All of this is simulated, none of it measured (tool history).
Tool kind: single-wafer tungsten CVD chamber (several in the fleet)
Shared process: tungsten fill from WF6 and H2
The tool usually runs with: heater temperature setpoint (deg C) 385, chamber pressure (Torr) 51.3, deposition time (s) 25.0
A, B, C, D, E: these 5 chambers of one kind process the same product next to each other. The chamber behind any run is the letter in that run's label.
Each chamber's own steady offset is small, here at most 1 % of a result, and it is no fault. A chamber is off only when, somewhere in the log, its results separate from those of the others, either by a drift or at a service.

run   hour  heater temperature setpoint (deg C)  chamber pressure (Torr)  deposition time (s)  read-back reference wafer on the same gauge, thickness_nm  mean film thickness on the monitor wafer (Å)
 1D    4.8                                  385                     51.3                 25.0                                                     61.151                                        702.86
 2C   14.0                                  385                     51.3                 25.0                                                     61.102                                        699.57
 3A   19.0                                  385                     51.3                 25.0                                                     61.051                                        703.20
 4E   25.0                                  385                     51.3                 25.0                                                     61.086                                        699.00
 5B   33.6                                  385                     51.3                 25.0                                                     61.088                                        705.14
 6B   40.7                                  385                     51.3                 25.0                                                     61.130                                        706.24
 7D   50.9                                  385                     51.3                 25.0                                                     61.122                                        701.11
 8E   57.1                                  385                     51.3                 25.0                                                     61.147                                        697.36
 9C   63.5                                  385                     51.3                 25.0                                                     61.114                                        701.35
10A   71.8                                  385                     51.3                 25.0                                                     61.068                                        701.11
11A   77.4                                  385                     51.3                 25.0                                                     61.126                                        706.33
12B   82.8                                  385                     51.3                 25.0                                                     61.126                                        702.26
13C   88.1                                  385                     45.2                 25.0                                                     61.066                                        665.61
14E   93.5                                  385                     45.2                 25.0                                                     61.101                                        659.81
15D   98.4                                  385                     45.2                 25.0                                                     61.111                                        662.36
16E  103.2                                  385                     45.2                 25.0                                                     61.140                                        656.11
     108.9  -- chamber E: capacitance manometer re-zeroed and calibrated
17C  110.5                                  385                     45.2                 25.0                                                     61.075                                        667.05
18B  118.5                                  385                     51.3                 25.0                                                     61.104                                        707.46
19D  125.7                                  385                     51.3                 25.0                                                     61.089                                        699.31
20A  133.3                                  385                     51.3                 25.0                                                     61.130                                        704.88
21D  140.6                                  385                     51.3                 25.0                                                     61.053                                        698.08
22C  150.1                                  385                     51.3                 25.0                                                     61.155                                        705.83
23B  157.2                                  385                     51.3                 25.0                                                     61.064                                        704.55
24E  162.0                                  385                     51.3                 25.0                                                     61.130                                        693.97
25A  172.0                                  385                     51.3                 25.0                                                     61.151                                        707.61
26D  181.7                                  385                     51.3                 25.0                                                     61.170                                        688.46
27A  188.2                                  385                     51.3                 25.0                                                     61.053                                        705.62
28E  195.9                                  385                     51.3                 25.0                                                     61.163                                        699.93
29B  200.5                                  392                     51.3                 27.2                                                     61.119                                        881.62
30C  206.7                                  392                     51.3                 27.2                                                     61.054                                        881.01
31D  215.3                                  392                     51.3                 27.2                                                     61.077                                        858.14
32C  220.1                                  392                     51.3                 27.2                                                     61.098                                        883.14
33A  228.8                                  392                     51.3                 27.2                                                     61.091                                        884.90
34E  238.7                                  385                     51.3                 25.0                                                     61.117                                        697.91
35B  248.2                                  385                     51.3                 25.0                                                     61.117                                        703.62
36A  258.0                                  385                     51.3                 25.0                                                     61.138                                        701.63
37D  267.2                                  385                     51.3                 25.0                                                     61.077                                        677.27

Each of the 5 chambers runs these same settings next. Fill in every chamber's results:
38A  274.7                                  385                     51.3                 25.0                                                                                                        ?
38B  274.7                                  385                     51.3                 25.0                                                                                                        ?
38C  274.7                                  385                     51.3                 25.0                                                                                                        ?
38D  274.7                                  385                     51.3                 25.0                                                                                                        ?
38E  274.7                                  385                     51.3                 25.0                                                                                                        ?

run  mean film thickness on the monitor wafer (Å)
38A                                        701.10
38B                                        703.20
38C                                        710.47
38D                                        678.49
38E                                        698.95
